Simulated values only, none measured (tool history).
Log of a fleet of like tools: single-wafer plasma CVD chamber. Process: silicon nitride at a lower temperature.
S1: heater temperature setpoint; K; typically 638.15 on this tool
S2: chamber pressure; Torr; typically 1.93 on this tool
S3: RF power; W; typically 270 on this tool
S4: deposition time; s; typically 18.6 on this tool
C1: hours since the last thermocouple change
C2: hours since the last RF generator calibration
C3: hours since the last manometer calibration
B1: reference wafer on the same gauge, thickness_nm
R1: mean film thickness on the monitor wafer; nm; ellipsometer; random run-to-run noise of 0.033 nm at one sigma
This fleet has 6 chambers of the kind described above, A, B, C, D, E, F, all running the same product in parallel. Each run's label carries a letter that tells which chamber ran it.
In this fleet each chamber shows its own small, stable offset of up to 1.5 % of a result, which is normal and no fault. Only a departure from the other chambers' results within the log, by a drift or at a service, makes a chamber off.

run,hour,S1,S2,S3,S4,C1,C2,C3,B1,R1
1D,6.7,638.15,1.93,270,18.6,379.4,816.2,1307.9,17.608,21.163
2F,11.1,638.15,1.93,270,18.6,3127.3,848.2,1149.9,17.607,21.447
3E,17.3,638.15,1.93,270,18.6,235.6,924.2,1766.3,17.608,21.092
4B,21.6,638.15,1.93,270,18.6,1210.8,1048.6,1187.0,17.607,21.439
5A,26.3,638.15,1.93,270,18.6,1651.2,1249.4,1612.0,17.613,21.237
6C,33.0,652.15,1.93,320,18.6,628.3,112.7,1645.3,17.612,24.081
7C,39.7,652.15,1.93,320,18.6,635.0,119.4,1652.0,17.618,24.065
8A,46.9,652.15,1.93,320,18.6,1671.8,1270.0,1632.6,17.628,23.806
9D,53.1,652.15,1.93,320,18.6,425.8,862.6,1354.3,17.628,23.521
10F,58.1,652.15,1.93,320,18.6,3174.3,895.2,1196.9,17.630,23.977
11E,62.8,652.15,1.93,320,18.6,281.1,969.7,1811.8,17.628,23.598
12B,66.2,630.15,1.93,270,18.6,1255.4,1093.2,1231.6,17.624,21.432
13F,69.8,630.15,1.93,270,18.6,3186.0,906.9,1208.6,17.632,21.621
14C,73.1,630.15,1.93,270,18.6,668.4,152.8,1685.4,17.635,21.643
# hour 76.9: chamber F: thermocouple changed; heater temperature recalibrated
15A,79.5,630.15,1.93,270,18.6,1704.4,1302.6,1665.2,17.638,21.350
16E,85.7,630.15,1.93,270,18.6,304.0,992.6,1834.7,17.638,21.210
17D,88.8,630.15,1.93,270,18.6,461.5,898.3,1390.0,17.639,21.244
# hour 90.3: chamber A: RF generator calibrated
18B,93.4,638.15,1.93,270,15.9,1282.6,1120.4,1258.8,17.646,18.324
19B,99.3,638.15,1.93,270,15.9,1288.5,1126.3,1264.7,17.648,18.366
20D,102.4,638.15,1.93,270,15.9,475.1,911.9,1403.6,17.655,18.093
21F,108.3,638.15,1.93,270,15.9,31.5,945.4,1247.1,17.644,18.384
22A,114.3,638.15,1.93,270,15.9,1739.2,24.0,1700.0,17.655,18.270
23E,121.1,638.15,1.93,270,15.9,339.4,1028.0,1870.1,17.656,18.077
24C,124.4,638.15,1.93,270,18.6,719.7,204.1,1736.7,17.656,21.648
25F,128.3,638.15,1.93,270,18.6,51.5,965.4,1267.1,17.660,21.568
26E,133.7,638.15,1.93,270,18.6,352.0,1040.6,1882.7,17.667,21.199
27B,139.2,638.15,1.93,270,18.6,1328.4,1166.2,1304.6,17.665,21.455
28C,145.4,638.15,1.93,270,18.6,740.7,225.1,1757.7,17.669,21.575
29D,150.0,638.15,1.93,270,18.6,522.7,959.5,1451.2,17.671,21.206
30A,154.6,638.15,1.93,270,18.6,1779.5,64.3,1740.3,17.679,21.438
31C,159.7,638.15,1.93,270,18.6,755.0,239.4,1772.0,17.681,21.593
32D,166.0,638.15,1.93,270,18.6,538.7,975.5,1467.2,17.689,21.218
# hour 167.4: chamber C: capacitance manometer re-zeroed and calibrated
33B,170.0,638.15,1.93,270,18.6,1359.2,1197.0,1335.4,17.682,21.411
34E,175.7,638.15,1.93,270,18.6,394.0,1082.6,1924.7,17.679,21.248
35A,182.6,638.15,1.93,270,18.6,1807.5,92.3,1768.3,17.694,21.381
36F,189.5,638.15,1.93,270,18.6,112.7,1026.6,1328.3,17.690,21.543
37F,193.1,638.15,1.93,270,18.6,116.3,1030.2,1331.9,17.693,21.518
38A,196.6,638.15,1.93,270,18.6,1821.5,106.3,1782.3,17.698,21.420
39D,201.2,638.15,1.93,270,18.6,573.9,1010.7,1502.4,17.697,21.253
40C,206.9,638.15,1.93,270,18.6,802.2,286.6,39.5,17.708,21.680
41B,210.8,646.15,1.93,305,18.6,1400.0,1237.8,1376.2,17.712,23.275
42E,215.7,646.15,1.93,305,18.6,434.0,1122.6,1964.7,17.706,22.969
43C,221.4,646.15,1.93,305,18.6,816.7,301.1,54.0,17.711,23.533

The same settings go to every chamber for the next run, one line per chamber below. Forecast the results for each:
44A,226.6,638.15,1.93,270,18.6,,,,,?
44B,226.6,638.15,1.93,270,18.6,,,,,?
44C,226.6,638.15,1.93,270,18.6,,,,,?
44D,226.6,638.15,1.93,270,18.6,,,,,?
44E,226.6,638.15,1.93,270,18.6,,,,,?
44F,226.6,638.15,1.93,270,18.6,,,,,?

run,R1
44A,21.369
44B,21.491
44C,21.785
44D,21.283
44E,21.251
44F,21.575
